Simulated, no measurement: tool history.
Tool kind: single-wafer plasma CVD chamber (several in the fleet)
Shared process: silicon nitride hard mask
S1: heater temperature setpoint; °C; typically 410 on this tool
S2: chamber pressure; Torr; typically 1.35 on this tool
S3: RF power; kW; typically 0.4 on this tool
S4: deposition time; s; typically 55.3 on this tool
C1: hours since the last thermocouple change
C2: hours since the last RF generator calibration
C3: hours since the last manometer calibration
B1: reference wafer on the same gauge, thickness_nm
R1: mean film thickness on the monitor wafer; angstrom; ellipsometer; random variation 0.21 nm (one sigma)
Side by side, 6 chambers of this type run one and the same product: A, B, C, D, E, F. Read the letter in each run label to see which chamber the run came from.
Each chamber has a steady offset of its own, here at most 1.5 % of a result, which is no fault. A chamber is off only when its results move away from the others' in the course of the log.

| run | hour | S1 | S2 | S3 | S4 | C1 | C2 | C3 | B1 | R1 |
|---|---|---|---|---|---|---|---|---|---|---|
| 1F | 13.3 | 410 | 1.35 | 0.4 | 55.3 | 1092.3 | 640.3 | 741.7 | 66.689 | 726.65 |
| 2B | 22 | 410 | 1.35 | 0.4 | 55.3 | 2274.9 | 1448.9 | 2090.1 | 66.718 | 724.6 |
| 3D | 33.9 | 410 | 1.35 | 0.4 | 55.3 | 1512.2 | 316.4 | 242.8 | 66.716 | 721.71 |
| 4C | 45.6 | 410 | 1.35 | 0.4 | 55.3 | 176.1 | 1053.1 | 2802.5 | 66.677 | 720.18 |
|  | 49 | chamber B: thermocouple changed; heater temperature recalibrated |
| 5A | 55 | 410 | 1.35 | 0.4 | 55.3 | 650.9 | 436.5 | 582.9 | 66.649 | 731.83 |
| 6E | 66.2 | 410 | 1.35 | 0.4 | 55.3 | 1413.5 | 885.1 | 489.3 | 66.677 | 735.16 |
| 7A | 74.3 | 410 | 1.35 | 0.4 | 55.3 | 670.2 | 455.8 | 602.2 | 66.687 | 729.53 |
| 8B | 90.3 | 417 | 1.35 | 0.4 | 55.3 | 41.4 | 1517.2 | 2158.4 | 66.718 | 718.94 |
| 9C | 105.4 | 417 | 1.35 | 0.4 | 55.3 | 235.9 | 1112.9 | 2862.3 | 66.708 | 715.01 |
| 10E | 119.6 | 417 | 1.35 | 0.4 | 55.3 | 1466.9 | 938.5 | 542.7 | 66.683 | 728.91 |
|  | 120.3 | chamber C: capacitance manometer re-zeroed and calibrated |
| 11F | 127.7 | 417 | 1.35 | 0.4 | 55.3 | 1206.7 | 754.7 | 856.1 | 66.674 | 715.57 |
| 12D | 136.5 | 417 | 1.35 | 0.4 | 55.3 | 1614.8 | 419 | 345.4 | 66.683 | 717.63 |
| 13B | 148.2 | 417 | 1.35 | 0.4 | 55.3 | 99.3 | 1575.1 | 2216.3 | 66.617 | 722.74 |
| 14A | 156.8 | 410 | 1.67 | 0.4 | 55.3 | 752.7 | 538.3 | 684.7 | 66.728 | 774 |
| 15E | 165 | 410 | 1.67 | 0.4 | 55.3 | 1512.3 | 983.9 | 588.1 | 66.711 | 778.92 |
| 16D | 181.1 | 410 | 1.67 | 0.4 | 55.3 | 1659.4 | 463.6 | 390 | 66.673 | 767.31 |
| 17F | 189.1 | 410 | 1.67 | 0.4 | 55.3 | 1268.1 | 816.1 | 917.5 | 66.695 | 765.56 |
| 18C | 202.7 | 410 | 1.67 | 0.4 | 55.3 | 333.2 | 1210.2 | 82.5 | 66.713 | 766.36 |
| 19D | 215.5 | 410 | 1.67 | 0.4 | 55.3 | 1693.8 | 498 | 424.4 | 66.731 | 769.15 |
| 20F | 226.7 | 398 | 1.1 | 0.4 | 55.3 | 1305.7 | 853.7 | 955.1 | 66.683 | 670.47 |
| 21A | 236 | 398 | 1.1 | 0.4 | 55.3 | 831.9 | 617.5 | 763.9 | 66.641 | 688.11 |
|  | 244.9 | chamber A: thermocouple changed; heater temperature recalibrated |
| 22E | 250.2 | 398 | 1.1 | 0.4 | 55.3 | 1597.5 | 1069.1 | 673.3 | 66.684 | 691.08 |
| 23B | 263.5 | 398 | 1.1 | 0.4 | 55.3 | 214.6 | 1690.4 | 2331.6 | 66.674 | 678.63 |
|  | 265.4 | chamber F: thermocouple changed; heater temperature recalibrated |
| 24C | 271.7 | 398 | 1.1 | 0.4 | 55.3 | 402.2 | 1279.2 | 151.5 | 66.748 | 680.6 |
| 25D | 287 | 398 | 1.1 | 0.4 | 55.3 | 1765.3 | 569.5 | 495.9 | 66.647 | 676.54 |
| 26C | 295.7 | 410 | 1.35 | 0.4 | 55.3 | 426.2 | 1303.2 | 175.5 | 66.707 | 719.56 |
| 27E | 306.8 | 410 | 1.35 | 0.4 | 55.3 | 1654.1 | 1125.7 | 729.9 | 66.691 | 730.01 |
| 28B | 314.2 | 410 | 1.35 | 0.4 | 55.3 | 265.3 | 1741.1 | 2382.3 | 66.687 | 724.26 |
| 29F | 321.5 | 410 | 1.35 | 0.4 | 55.3 | 56.2 | 948.5 | 1049.9 | 66.692 | 714.41 |
| 30A | 329.8 | 410 | 1.35 | 0.4 | 55.3 | 84.9 | 711.3 | 857.7 | 66.676 | 727.55 |
| 31D | 339.3 | 410 | 1.35 | 0.4 | 55.3 | 1817.6 | 621.8 | 548.2 | 66.681 | 717.05 |
| 32F | 354.1 | 410 | 1.35 | 0.4 | 55.3 | 88.8 | 981.1 | 1082.5 | 66.698 | 708.84 |
|  | 363.8 | chamber A: capacitance manometer re-zeroed and calibrated |
| 33B | 366.4 | 418 | 1.19 | 0.4 | 55.3 | 317.5 | 1793.3 | 2434.5 | 66.728 | 689.82 |
| 34E | 382.5 | 418 | 1.19 | 0.4 | 55.3 | 1729.8 | 1201.4 | 805.6 | 66.676 | 698.34 |
| 35C | 395.7 | 418 | 1.19 | 0.4 | 55.3 | 526.2 | 1403.2 | 275.5 | 66.718 | 691.8 |
| 36A | 403.7 | 418 | 1.19 | 0.4 | 55.3 | 158.8 | 785.2 | 40 | 66.711 | 702.02 |
| 37E | 418.8 | 418 | 1.19 | 0.4 | 55.3 | 1766.1 | 1237.7 | 841.9 | 66.666 | 699.98 |
| 38F | 433.7 | 418 | 1.19 | 0.4 | 55.3 | 168.4 | 1060.7 | 1162.1 | 66.715 | 678.77 |

All chambers now run identical settings, listed one chamber a line with results as question marks. What results will each chamber show?
| 39A | 445.2 | 410 | 1.35 | 0.4 | 51 |  |  |  |  | ? |
| 39B | 445.2 | 410 | 1.35 | 0.4 | 51 |  |  |  |  | ? |
| 39C | 445.2 | 410 | 1.35 | 0.4 | 51 |  |  |  |  | ? |
| 39D | 445.2 | 410 | 1.35 | 0.4 | 51 |  |  |  |  | ? |
| 39E | 445.2 | 410 | 1.35 | 0.4 | 51 |  |  |  |  | ? |
| 39F | 445.2 | 410 | 1.35 | 0.4 | 51 |  |  |  |  | ? |

| run | R1 |
|---|---|
| 39A | 672.76 |
| 39B | 667.47 |
| 39C | 662.44 |
| 39D | 662.8 |
| 39E | 673.83 |
| 39F | 654.59 |
